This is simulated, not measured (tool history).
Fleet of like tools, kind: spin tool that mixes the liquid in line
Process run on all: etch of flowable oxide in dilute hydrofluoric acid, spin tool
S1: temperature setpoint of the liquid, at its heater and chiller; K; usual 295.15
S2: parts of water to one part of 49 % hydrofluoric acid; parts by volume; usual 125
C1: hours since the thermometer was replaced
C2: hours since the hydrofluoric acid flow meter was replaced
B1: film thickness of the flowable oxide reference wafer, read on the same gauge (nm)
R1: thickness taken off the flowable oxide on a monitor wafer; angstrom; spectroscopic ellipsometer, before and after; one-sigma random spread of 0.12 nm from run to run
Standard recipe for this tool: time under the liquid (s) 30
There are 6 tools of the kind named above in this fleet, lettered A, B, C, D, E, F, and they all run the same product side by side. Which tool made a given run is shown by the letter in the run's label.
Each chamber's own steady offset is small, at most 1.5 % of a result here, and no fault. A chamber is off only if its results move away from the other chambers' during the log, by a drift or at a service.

{"run": "1B", "hour": 10.6, "S1": 295.15, "S2": 125, "time under the liquid (s)": 30, "C1": 1689.2, "C2": 151.1, "B1": 140, "R1": 124.13}
{"run": "2F", "hour": 20.9, "S1": 295.15, "S2": 125, "time under the liquid (s)": 30, "C1": 1181.5, "C2": 678.9, "B1": 140.02, "R1": 120.68}
{"run": "3E", "hour": 27.3, "S1": 295.15, "S2": 125, "time under the liquid (s)": 30, "C1": 290.3, "C2": 160.5, "B1": 140, "R1": 125.07}
{"hour": 37.0, "done": "chamber A: hydrofluoric acid flow meter replaced"}
{"run": "4A", "hour": 40.0, "S1": 295.15, "S2": 125, "time under the liquid (s)": 30, "C1": 635.3, "C2": 3.1, "B1": 140.01, "R1": 123.04}
{"run": "5D", "hour": 52.1, "S1": 295.15, "S2": 125, "time under the liquid (s)": 30, "C1": 799.6, "C2": 608.6, "B1": 140.03, "R1": 123.05}
{"run": "6C", "hour": 59.7, "S1": 295.15, "S2": 125, "time under the liquid (s)": 30, "C1": 449, "C2": 183.6, "B1": 140.01, "R1": 125.1}
{"run": "7A", "hour": 66.4, "S1": 295.15, "S2": 125, "time under the liquid (s)": 30, "C1": 661.7, "C2": 29.5, "B1": 140.05, "R1": 122.58}
{"run": "8B", "hour": 75.1, "S1": 295.15, "S2": 125, "time under the liquid (s)": 30, "C1": 1753.7, "C2": 215.6, "B1": 139.95, "R1": 123.19}
{"run": "9C", "hour": 82.7, "S1": 295.15, "S2": 125, "time under the liquid (s)": 30, "C1": 472, "C2": 206.6, "B1": 140.01, "R1": 125.54}
{"run": "10F", "hour": 92.0, "S1": 295.15, "S2": 125, "time under the liquid (s)": 30, "C1": 1252.6, "C2": 750, "B1": 139.99, "R1": 122.66}
{"run": "11E", "hour": 102.9, "S1": 295.15, "S2": 125, "time under the liquid (s)": 30, "C1": 365.9, "C2": 236.1, "B1": 139.99, "R1": 124.79}
{"run": "12D", "hour": 111.0, "S1": 295.15, "S2": 125, "time under the liquid (s)": 30, "C1": 858.5, "C2": 667.5, "B1": 139.97, "R1": 124.78}
{"run": "13F", "hour": 124.2, "S1": 295.15, "S2": 125, "time under the liquid (s)": 30, "C1": 1284.8, "C2": 782.2, "B1": 140.02, "R1": 123.88}
{"run": "14B", "hour": 130.4, "S1": 295.15, "S2": 125, "time under the liquid (s)": 30, "C1": 1809, "C2": 270.9, "B1": 140.01, "R1": 125.55}
{"run": "15C", "hour": 143.2, "S1": 295.15, "S2": 125, "time under the liquid (s)": 30, "C1": 532.5, "C2": 267.1, "B1": 139.98, "R1": 123.21}
{"run": "16D", "hour": 154.6, "S1": 295.15, "S2": 125, "time under the liquid (s)": 30, "C1": 902.1, "C2": 711.1, "B1": 140, "R1": 123.94}
{"run": "17A", "hour": 162.6, "S1": 297.65, "S2": 125, "time under the liquid (s)": 25, "C1": 757.9, "C2": 125.7, "B1": 140.01, "R1": 113.38}
{"run": "18E", "hour": 175.8, "S1": 297.65, "S2": 125, "time under the liquid (s)": 25, "C1": 438.8, "C2": 309, "B1": 139.98, "R1": 111.87}
{"run": "19A", "hour": 184.2, "S1": 297.65, "S2": 125, "time under the liquid (s)": 25, "C1": 779.5, "C2": 147.3, "B1": 140.01, "R1": 112.27}
{"run": "20C", "hour": 196.8, "S1": 297.65, "S2": 125, "time under the liquid (s)": 25, "C1": 586.1, "C2": 320.7, "B1": 140.01, "R1": 114.33}
{"run": "21B", "hour": 206.4, "S1": 297.65, "S2": 125, "time under the liquid (s)": 25, "C1": 1885, "C2": 346.9, "B1": 140, "R1": 113.34}
{"run": "22F", "hour": 216.2, "S1": 297.65, "S2": 125, "time under the liquid (s)": 25, "C1": 1376.8, "C2": 874.2, "B1": 140, "R1": 113.46}
{"hour": 220.0, "done": "chamber C: thermometer replaced"}
{"run": "23E", "hour": 227.2, "S1": 295.15, "S2": 125, "time under the liquid (s)": 45, "C1": 490.2, "C2": 360.4, "B1": 140, "R1": 183.18}
{"hour": 228.7, "done": "chamber E: thermometer replaced"}
{"run": "24D", "hour": 239.3, "S1": 295.15, "S2": 125, "time under the liquid (s)": 45, "C1": 986.8, "C2": 795.8, "B1": 140.03, "R1": 184.38}
{"run": "25C", "hour": 251.2, "S1": 295.15, "S2": 125, "time under the liquid (s)": 45, "C1": 31.3, "C2": 375.1, "B1": 140.02, "R1": 188.83}
{"run": "26B", "hour": 264.1, "S1": 295.15, "S2": 125, "time under the liquid (s)": 45, "C1": 1942.7, "C2": 404.6, "B1": 140.01, "R1": 184.24}
{"run": "27D", "hour": 271.4, "S1": 295.15, "S2": 125, "time under the liquid (s)": 45, "C1": 1018.9, "C2": 827.9, "B1": 140.02, "R1": 187.45}
{"run": "28F", "hour": 281.0, "S1": 295.15, "S2": 125, "time under the liquid (s)": 45, "C1": 1441.6, "C2": 939, "B1": 140, "R1": 186.18}
{"run": "29A", "hour": 288.8, "S1": 295.15, "S2": 125, "time under the liquid (s)": 30, "C1": 884.1, "C2": 251.9, "B1": 140.01, "R1": 122.23}
{"run": "30E", "hour": 301.0, "S1": 295.15, "S2": 125, "time under the liquid (s)": 30, "C1": 72.3, "C2": 434.2, "B1": 140.01, "R1": 115.43}
{"run": "31D", "hour": 311.6, "S1": 295.15, "S2": 125, "time under the liquid (s)": 30, "C1": 1059.1, "C2": 868.1, "B1": 140.01, "R1": 123.3}
{"run": "32C", "hour": 323.0, "S1": 295.15, "S2": 125, "time under the liquid (s)": 30, "C1": 103.1, "C2": 446.9, "B1": 140.03, "R1": 123.17}
{"run": "33A", "hour": 330.9, "S1": 295.15, "S2": 125, "time under the liquid (s)": 30, "C1": 926.2, "C2": 294, "B1": 139.99, "R1": 123.03}
{"run": "34E", "hour": 339.3, "S1": 295.15, "S2": 125, "time under the liquid (s)": 30, "C1": 110.6, "C2": 472.5, "B1": 139.96, "R1": 114.79}
{"run": "35B", "hour": 347.4, "S1": 295.15, "S2": 125, "time under the liquid (s)": 30, "C1": 2026, "C2": 487.9, "B1": 140, "R1": 124.88}
{"run": "36F", "hour": 357.8, "S1": 295.15, "S2": 160, "time under the liquid (s)": 30, "C1": 1518.4, "C2": 1015.8, "B1": 140.02, "R1": 93.321}
{"run": "37A", "hour": 370.1, "S1": 295.15, "S2": 160, "time under the liquid (s)": 30, "C1": 965.4, "C2": 333.2, "B1": 139.98, "R1": 92.556}
{"run": "38C", "hour": 377.0, "S1": 295.15, "S2": 160, "time under the liquid (s)": 30, "C1": 157.1, "C2": 500.9, "B1": 140.03, "R1": 92.504}
{"run": "39F", "hour": 386.1, "S1": 295.15, "S2": 160, "time under the liquid (s)": 30, "C1": 1546.7, "C2": 1044.1, "B1": 140, "R1": 91.686}

Read the log: is a single chamber off, either drifting away or since a service, is the gauge that measures every chamber drifting, or is nothing wrong beyond small per-chamber offsets? Name any odd chamber and what most likely caused it.

One chamber, E, drifts off from the rest bit by bit.
Likeliest cause: hydrofluoric acid flow below the setpoint (%) = 8.89.

Here are 4 candidates for chamber E's next run, each the usual settings with a change, their results left as question marks. Which one brings its results back in line with what the others give on the usual settings?
In line here means within this much of the mean the other chambers give on the usual settings: R1 4.1 angstrom
{"run": "40E-1", "hour": 395.6, "S1": 297.65, "S2": 125, "time under the liquid (s)": 30, "R1": "?"}
{"run": "40E-2", "hour": 395.6, "S1": 295.15, "S2": 145, "time under the liquid (s)": 30, "R1": "?"}
{"run": "40E-3", "hour": 395.6, "S1": 292.65, "S2": 125, "time under the liquid (s)": 30, "R1": "?"}
{"run": "40E-4", "hour": 395.6, "S1": 295.65, "S2": 110, "time under the liquid (s)": 30, "R1": "?"}

Average result of the remaining chambers running the usual settings: R1 123.64 angstrom
run=40E-1 R1=123.2
run=40E-2 R1=94.215
run=40E-3 R1=101.32
run=40E-4 R1=131.96
The right change is 40E-1: it brings the chamber back within the allowed miss of the others.
